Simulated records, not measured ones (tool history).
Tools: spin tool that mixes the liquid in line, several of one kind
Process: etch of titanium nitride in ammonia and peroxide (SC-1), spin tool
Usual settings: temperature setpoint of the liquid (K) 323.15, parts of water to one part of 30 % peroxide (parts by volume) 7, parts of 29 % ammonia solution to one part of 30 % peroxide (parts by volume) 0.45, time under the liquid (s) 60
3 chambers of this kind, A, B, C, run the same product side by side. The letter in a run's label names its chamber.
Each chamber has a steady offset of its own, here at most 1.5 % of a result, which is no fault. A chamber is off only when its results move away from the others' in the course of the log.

run,day,temperature setpoint of the liquid (K),parts of water to one part of 30 % peroxide (parts by volume),parts of 29 % ammonia solution to one part of 30 % peroxide (parts by volume),time under the liquid (s),hours since the thermometer was replaced,hours since the ammonia flow meter was replaced,hours since the heated supply line was repaired,hours since the drum of ammonia solution was connected,"read-back film thickness of the titanium nitride reference wafer, read on the same gauge (nm)",thickness taken off the titanium nitride on a monitor wafer (Å)
1A,0.121,323.15,7,0.45,60,951.8,142.9,253.8,129.3,110.02,49.265
2B,0.212,323.15,7,0.45,60,1663.2,173.9,1671.5,252.1,109.99,48.848
3C,0.325,323.15,7,0.45,60,1457.1,396.3,2716,132.4,110,49.629
4B,0.471,323.15,7,0.45,60,1669.4,180.1,1677.7,258.3,110.01,49.686
5A,0.612,323.15,7,0.45,60,963.6,154.7,265.6,141.1,109.99,50.507
6C,0.779,323.15,7,0.45,60,1468,407.2,2726.9,143.3,110,49.537
# day 0.792: chamber B: new drum of ammonia solution connected
7B,0.904,323.15,7,0.45,60,1679.8,190.5,1688.1,2.8,110.01,48.858
8A,1.071,323.15,7,0.45,60,974.6,165.7,276.6,152.1,110.01,50.558
9C,1.204,323.15,7,0.45,60,1478.2,417.4,2737.1,153.5,110.01,49.872
10B,1.312,323.15,7,0.45,60,1689.6,200.3,1697.9,12.6,109.99,49.805
11C,1.417,323.15,7,0.45,60,1483.3,422.5,2742.2,158.6,110,49.621
12A,1.521,323.15,7,0.45,60,985.4,176.5,287.4,162.9,110,50.361
13B,1.683,323.15,7,0.45,60,1698.5,209.2,1706.8,21.5,110,48.819
14C,1.775,323.15,7,0.45,60,1491.9,431.1,2750.8,167.2,110.01,48.858
15A,1.854,323.15,7,0.45,60,993.4,184.5,295.4,170.9,110,50.011
16B,1.946,323.15,7,0.45,60,1704.8,215.5,1713.1,27.8,109.98,49.232
17C,2.112,323.15,7,0.45,60,1500,439.2,2758.9,175.3,110,48.597
18A,2.262,323.15,7,0.45,60,1003.2,194.3,305.2,180.7,110.02,49.675
19B,2.375,329.15,7,0.45,85,1715.1,225.8,1723.4,38.1,110,104.52
20C,2.458,329.15,7,0.45,85,1508.3,447.5,2767.2,183.6,109.97,104.68

Is one chamber off against the others, does the gauge drift, or is nothing wrong? If a chamber is off, say which, and what the likeliest cause is.

No chamber stands off beyond its own small offset, and the gauge holds steady.
